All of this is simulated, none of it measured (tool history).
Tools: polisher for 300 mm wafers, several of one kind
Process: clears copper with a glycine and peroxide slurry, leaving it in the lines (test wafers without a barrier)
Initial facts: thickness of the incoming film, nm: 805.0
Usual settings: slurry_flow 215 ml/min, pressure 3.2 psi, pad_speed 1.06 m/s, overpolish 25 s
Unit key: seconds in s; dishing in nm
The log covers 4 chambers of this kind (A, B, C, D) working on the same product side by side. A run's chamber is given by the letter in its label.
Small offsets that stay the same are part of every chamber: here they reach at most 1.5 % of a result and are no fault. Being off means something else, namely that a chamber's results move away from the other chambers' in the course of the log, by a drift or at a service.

Run 1D, hour 10.5: usual settings. Result: seconds 118.56 s, dishing 80.205 nm.
At hour 15.8: chamber B: worn pad replaced by a new one.
Run 2B, hour 21.3: usual settings. Result: seconds 116.97 s, dishing 79.955 nm.
Run 3C, hour 26.5: usual settings. Result: seconds 120.09 s, dishing 79.736 nm.
Run 4A, hour 32.4: usual settings. Result: seconds 117.38 s, dishing 80.587 nm.
Run 5C, hour 41.2: usual settings. Result: seconds 115.44 s, dishing 78.702 nm.
At hour 47: chamber A: slurry nozzle cleaned.
Run 6A, hour 50.9: usual settings. Result: seconds 115.14 s, dishing 76.358 nm.
Run 7B, hour 58.3: usual settings. Result: seconds 118.73 s, dishing 77.311 nm.
Run 8D, hour 68.7: usual settings. Result: seconds 119.1 s, dishing 81.245 nm.
Run 9B, hour 74.4: usual settings. Result: seconds 120.08 s, dishing 78.578 nm.
Run 10A, hour 84.5: usual settings but pressure 4.1 psi, overpolish 16 s. Result: seconds 94.762 s, dishing 70.457 nm.
Run 11C, hour 91.9: usual settings but pressure 4.1 psi, overpolish 16 s. Result: seconds 95.512 s, dishing 71.685 nm.
At hour 93: chamber D: slurry nozzle cleaned.
At hour 94.6: chamber A: worn pad replaced by a new one.
Run 12D, hour 96.7: usual settings but pressure 4.1 psi, overpolish 16 s. Result: seconds 95.233 s, dishing 69.247 nm.
Run 13D, hour 106.1: usual settings but pressure 4.1 psi, overpolish 16 s. Result: seconds 96.302 s, dishing 68.423 nm.
Run 14C, hour 114: usual settings but slurry_flow 170 ml/min. Result: seconds 121.98 s, dishing 79.363 nm.
At hour 120.8: chamber B: slurry nozzle cleaned.
Run 15A, hour 121.5: usual settings but slurry_flow 170 ml/min. Result: seconds 121.57 s, dishing 75.58 nm.
Run 16B, hour 132.3: usual settings but slurry_flow 170 ml/min. Result: seconds 123.61 s, dishing 76.685 nm.
Run 17A, hour 139.5: usual settings but slurry_flow 170 ml/min. Result: seconds 121.37 s, dishing 76.542 nm.
Run 18D, hour 148.7: usual settings. Result: seconds 126.23 s, dishing 78.206 nm.
Run 19C, hour 159.4: usual settings. Result: seconds 116.17 s, dishing 78.824 nm.
At hour 162.2: chamber B: head pressure recalibrated.
Run 20B, hour 164.9: usual settings but slurry_flow 245 ml/min, overpolish 34 s. Result: seconds 116.89 s, dishing 94.026 nm.
Run 21B, hour 173.1: usual settings but slurry_flow 245 ml/min, overpolish 34 s. Result: seconds 113.92 s, dishing 88.461 nm.
At hour 179.4: chamber B: worn pad replaced by a new one.
Run 22A, hour 182.4: usual settings but slurry_flow 245 ml/min, overpolish 34 s. Result: seconds 114.24 s, dishing 88.42 nm.
Run 23D, hour 192.3: usual settings but slurry_flow 245 ml/min, overpolish 34 s. Result: seconds 125.93 s, dishing 89.746 nm.
Run 24C, hour 202.7: usual settings. Result: seconds 115.6 s, dishing 80.047 nm.
Run 25D, hour 212.2: usual settings but slurry_flow 240 ml/min. Result: seconds 126.15 s, dishing 76.422 nm.
Run 26B, hour 222.8: usual settings but slurry_flow 240 ml/min. Result: seconds 116.87 s, dishing 79.561 nm.
At hour 229.2: chamber C: slurry nozzle cleaned.
Run 27C, hour 233.3: usual settings but slurry_flow 240 ml/min. Result: seconds 116.45 s, dishing 82.807 nm.
At hour 238.6: chamber C: worn pad replaced by a new one.
Run 28A, hour 241.8: usual settings but slurry_flow 240 ml/min. Result: seconds 115.82 s, dishing 78.315 nm.
At hour 242.4: chamber A: slurry nozzle cleaned.
Run 29D, hour 251.8: usual settings. Result: seconds 129.04 s, dishing 74.14 nm.
Run 30C, hour 257.1: usual settings. Result: seconds 116.15 s, dishing 80.859 nm.
Run 31B, hour 264.9: usual settings. Result: seconds 119.67 s, dishing 79.518 nm.
At hour 265.4: chamber A: worn pad replaced by a new one.
Run 32A, hour 271.8: usual settings. Result: seconds 117.51 s, dishing 76.261 nm.
Run 33C, hour 281.8: usual settings. Result: seconds 117.2 s, dishing 79.861 nm.
Run 34B, hour 287.1: usual settings. Result: seconds 118.6 s, dishing 79.306 nm.
Run 35D, hour 292.7: usual settings. Result: seconds 135.18 s, dishing 73.427 nm.
Run 36A, hour 303.7: usual settings. Result: seconds 115.68 s, dishing 78.647 nm.

For the next run the whole fleet of 4 chambers uses the same settings. Give each chamber's results:
Run 37A, hour 311.6: usual settings but pressure 2.4 psi. Result: seconds ?, dishing ?.
Run 37B, hour 311.6: usual settings but pressure 2.4 psi. Result: seconds ?, dishing ?.
Run 37C, hour 311.6: usual settings but pressure 2.4 psi. Result: seconds ?, dishing ?.
Run 37D, hour 311.6: usual settings but pressure 2.4 psi. Result: seconds ?, dishing ?.

run  seconds  dishing
37A   148.96   68.826
37B   151.22    70.07
37C   148.44   69.946
37D   169.31   63.856
